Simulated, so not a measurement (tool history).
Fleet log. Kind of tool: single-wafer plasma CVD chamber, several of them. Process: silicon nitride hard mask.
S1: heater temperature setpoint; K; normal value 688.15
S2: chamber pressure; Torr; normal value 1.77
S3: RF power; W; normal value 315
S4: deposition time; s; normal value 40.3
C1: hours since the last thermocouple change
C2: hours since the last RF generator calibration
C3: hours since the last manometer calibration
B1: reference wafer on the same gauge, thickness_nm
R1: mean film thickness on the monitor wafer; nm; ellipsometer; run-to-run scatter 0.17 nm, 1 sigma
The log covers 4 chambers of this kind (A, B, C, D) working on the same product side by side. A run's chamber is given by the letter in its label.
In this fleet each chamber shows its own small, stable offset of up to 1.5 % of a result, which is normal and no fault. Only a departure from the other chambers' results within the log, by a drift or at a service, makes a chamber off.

run	day	S1	S2	S3	S4	C1	C2	C3	B1	R1
1A	0.325	688.15	1.77	315	40.3	841.4	466.3	1391	55.993	49.417
2C	0.683	688.15	1.77	315	40.3	1919.8	1243.5	2483.6	55.942	48.189
3B	1.046	688.15	1.77	315	40.3	614.3	983.9	1816.9	55.958	49.213
4D	1.325	688.15	1.77	315	40.3	2456.6	831.5	418.7	55.953	49.098
5D	1.612	688.15	1.77	315	40.3	2463.5	838.4	425.6	56.006	49.478
6A	2.05	688.15	1.77	315	40.3	882.8	507.7	1432.4	56.056	49.234
7C	2.579	688.15	1.77	315	40.3	1965.3	1289	2529.1	56.023	48.309
# day 2.704: chamber D: RF generator calibrated
8B	3.15	688.15	1.77	315	40.3	664.8	1034.4	1867.4	55.977	49.225
9C	3.654	688.15	1.95	315	46.5	1991.1	1314.8	2554.9	55.975	57.202
10A	3.912	688.15	1.95	315	46.5	927.5	552.4	1477.1	56.017	58.591
11B	4.312	688.15	1.95	315	46.5	692.7	1062.3	1895.3	56.004	58.209
12D	4.571	688.15	1.95	315	46.5	2534.5	44.9	496.6	55.98	58.722
13B	4.988	688.15	1.77	315	40.3	708.9	1078.5	1911.5	55.941	48.933
14A	5.467	688.15	1.77	315	40.3	964.8	589.7	1514.4	55.978	48.948
15C	5.875	688.15	1.77	315	40.3	2044.4	1368.1	2608.2	55.985	48.395
16D	6.221	688.15	1.77	315	40.3	2574.1	84.5	536.2	55.997	49.459
17B	6.696	688.15	1.77	315	40.3	749.9	1119.5	1952.5	55.997	49.192
18D	7.121	688.15	1.77	315	40.3	2595.7	106.1	557.8	56.025	49.065
# day 7.258: chamber C: thermocouple changed; heater temperature recalibrated
19C	7.667	688.15	1.77	315	40.3	9.8	1411.1	2651.2	56.004	48.606
20A	8.142	696.15	1.77	315	48	1029	653.9	1578.6	55.969	57.532
21B	8.462	696.15	1.77	315	48	792.3	1161.9	1994.9	55.954	58.279
22D	8.958	696.15	1.77	315	48	2639.8	150.2	601.9	56.013	58.527
23C	9.542	696.15	1.77	315	48	54.8	1456.1	2696.2	56.006	57.636
24A	10.112	688.15	2.04	280	40.3	1076.3	701.2	1625.9	56.025	46.375
# day 10.488: chamber D: thermocouple changed; heater temperature recalibrated
25B	10.521	688.15	2.04	280	40.3	841.7	1211.3	2044.3	56.016	47.294
26A	10.779	688.15	2.04	280	40.3	1092.3	717.2	1641.9	56.024	46.295
27D	11.25	688.15	2.04	280	40.3	18.4	205.2	656.9	55.989	47.363

All chambers now run identical settings, listed one chamber a line with results as question marks. What results will each chamber show?
28A	11.679	688.15	1.4	315	40.3					?
28B	11.679	688.15	1.4	315	40.3					?
28C	11.679	688.15	1.4	315	40.3					?
28D	11.679	688.15	1.4	315	40.3					?

run	R1
28A	44.939
28B	46.141
28C	45.518
28D	46.007

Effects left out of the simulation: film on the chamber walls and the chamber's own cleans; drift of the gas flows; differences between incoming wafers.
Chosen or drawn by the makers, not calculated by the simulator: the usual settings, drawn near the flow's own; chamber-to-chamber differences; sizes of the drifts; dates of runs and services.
